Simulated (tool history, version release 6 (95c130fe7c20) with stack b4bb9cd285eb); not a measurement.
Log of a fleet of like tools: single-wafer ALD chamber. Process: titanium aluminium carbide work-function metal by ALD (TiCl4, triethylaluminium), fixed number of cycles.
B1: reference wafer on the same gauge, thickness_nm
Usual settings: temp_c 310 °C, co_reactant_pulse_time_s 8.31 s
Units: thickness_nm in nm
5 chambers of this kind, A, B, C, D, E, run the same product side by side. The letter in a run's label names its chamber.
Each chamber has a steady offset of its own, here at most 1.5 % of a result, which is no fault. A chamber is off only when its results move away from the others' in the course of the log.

run 1E hour=7.5 | temp_c=310 co_reactant_pulse_time_s=8.31 | B1=1.6409 | thickness_nm=2.0293
run 2B hour=14 | temp_c=310 co_reactant_pulse_time_s=8.31 | B1=1.641 | thickness_nm=2.0526
run 3D hour=22.6 | temp_c=310 co_reactant_pulse_time_s=8.31 | B1=1.6399 | thickness_nm=2.0648
run 4A hour=29.2 | temp_c=310 co_reactant_pulse_time_s=8.31 | B1=1.6399 | thickness_nm=2.0435
run 5C hour=33.6 | temp_c=310 co_reactant_pulse_time_s=8.31 | B1=1.6397 | thickness_nm=2.008
run 6D hour=38.5 | temp_c=310 co_reactant_pulse_time_s=8.31 | B1=1.6391 | thickness_nm=2.0448
run 7C hour=47.5 | temp_c=310 co_reactant_pulse_time_s=8.31 | B1=1.6407 | thickness_nm=2.0218
run 8E hour=55.5 | temp_c=310 co_reactant_pulse_time_s=8.31 | B1=1.6387 | thickness_nm=2.0192
run 9B hour=62.3 | temp_c=310 co_reactant_pulse_time_s=8.31 | B1=1.6399 | thickness_nm=2.045
run 10A hour=67.3 | temp_c=310 co_reactant_pulse_time_s=8.31 | B1=1.6399 | thickness_nm=2.0443
run 11D hour=73 | temp_c=310 co_reactant_pulse_time_s=8.31 | B1=1.6402 | thickness_nm=2.0519
run 12C hour=78.9 | temp_c=310 co_reactant_pulse_time_s=8.31 | B1=1.6407 | thickness_nm=2.0094
run 13A hour=83.6 | temp_c=310 co_reactant_pulse_time_s=8.31 | B1=1.641 | thickness_nm=2.0505
run 14E hour=88.2 | temp_c=310 co_reactant_pulse_time_s=8.31 | B1=1.6404 | thickness_nm=2.0311
run 15B hour=95.3 | temp_c=310 co_reactant_pulse_time_s=8.31 | B1=1.6403 | thickness_nm=2.0407
run 16C hour=99.6 | temp_c=310 co_reactant_pulse_time_s=8.31 | B1=1.6385 | thickness_nm=1.999
run 17B hour=107.8 | temp_c=310 co_reactant_pulse_time_s=8.31 | B1=1.6397 | thickness_nm=2.0328
run 18D hour=112.3 | temp_c=310 co_reactant_pulse_time_s=8.31 | B1=1.64 | thickness_nm=2.0429
run 19A hour=117 | temp_c=310 co_reactant_pulse_time_s=8.31 | B1=1.6388 | thickness_nm=2.0382
run 20E hour=122.8 | temp_c=310 co_reactant_pulse_time_s=8.31 | B1=1.6385 | thickness_nm=2.0213
run 21B hour=129.6 | temp_c=310 co_reactant_pulse_time_s=6.23 | B1=1.641 | thickness_nm=1.9097
run 22E hour=138.3 | temp_c=310 co_reactant_pulse_time_s=6.23 | B1=1.6395 | thickness_nm=1.8946
run 23C hour=143.2 | temp_c=310 co_reactant_pulse_time_s=6.23 | B1=1.6386 | thickness_nm=1.8817
run 24D hour=148 | temp_c=310 co_reactant_pulse_time_s=6.23 | B1=1.6381 | thickness_nm=1.8971
run 25A hour=157.4 | temp_c=310 co_reactant_pulse_time_s=6.23 | B1=1.6406 | thickness_nm=1.905
run 26A hour=166.7 | temp_c=310 co_reactant_pulse_time_s=8.31 | B1=1.639 | thickness_nm=2.0401
run 27B hour=172.3 | temp_c=310 co_reactant_pulse_time_s=8.31 | B1=1.6416 | thickness_nm=2.0533
run 28C hour=181.1 | temp_c=310 co_reactant_pulse_time_s=8.31 | B1=1.6391 | thickness_nm=2.0126
run 29E hour=185.9 | temp_c=310 co_reactant_pulse_time_s=8.31 | B1=1.6399 | thickness_nm=2.0116
run 30D hour=191.2 | temp_c=310 co_reactant_pulse_time_s=8.31 | B1=1.6404 | thickness_nm=2.0305
run 31D hour=200.7 | temp_c=310 co_reactant_pulse_time_s=8.31 | B1=1.6402 | thickness_nm=2.0442
run 32E hour=209.3 | temp_c=304 co_reactant_pulse_time_s=7.22 | B1=1.638 | thickness_nm=1.9059
run 33B hour=214.6 | temp_c=304 co_reactant_pulse_time_s=7.22 | B1=1.6395 | thickness_nm=1.9407
run 34A hour=220.3 | temp_c=304 co_reactant_pulse_time_s=7.22 | B1=1.6402 | thickness_nm=1.9272
run 35C hour=228.1 | temp_c=304 co_reactant_pulse_time_s=7.22 | B1=1.6393 | thickness_nm=1.898
run 36A hour=234.3 | temp_c=304 co_reactant_pulse_time_s=7.22 | B1=1.6399 | thickness_nm=1.9236
run 37B hour=240.8 | temp_c=310 co_reactant_pulse_time_s=8.31 | B1=1.6415 | thickness_nm=2.0422
run 38E hour=245.5 | temp_c=310 co_reactant_pulse_time_s=8.31 | B1=1.639 | thickness_nm=2.0313
run 39C hour=251.1 | temp_c=310 co_reactant_pulse_time_s=8.31 | B1=1.6401 | thickness_nm=2.016
run 40D hour=257.8 | temp_c=310 co_reactant_pulse_time_s=8.31 | B1=1.6394 | thickness_nm=2.0329
run 41C hour=267.1 | temp_c=310 co_reactant_pulse_time_s=8.31 | B1=1.6388 | thickness_nm=2.0022
run 42D hour=273 | temp_c=310 co_reactant_pulse_time_s=9.8 | B1=1.6393 | thickness_nm=2.1003

All 5 chambers run these settings next. Forecast each chamber's results:
run 43A hour=279.8 | temp_c=310 co_reactant_pulse_time_s=8.31 | thickness_nm=?
run 43B hour=279.8 | temp_c=310 co_reactant_pulse_time_s=8.31 | thickness_nm=?
run 43C hour=279.8 | temp_c=310 co_reactant_pulse_time_s=8.31 | thickness_nm=?
run 43D hour=279.8 | temp_c=310 co_reactant_pulse_time_s=8.31 | thickness_nm=?
run 43E hour=279.8 | temp_c=310 co_reactant_pulse_time_s=8.31 | thickness_nm=?

run=43A thickness_nm=2.0452
run=43B thickness_nm=2.0549
run=43C thickness_nm=2.0051
run=43D thickness_nm=2.0353
run=43E thickness_nm=2.0187
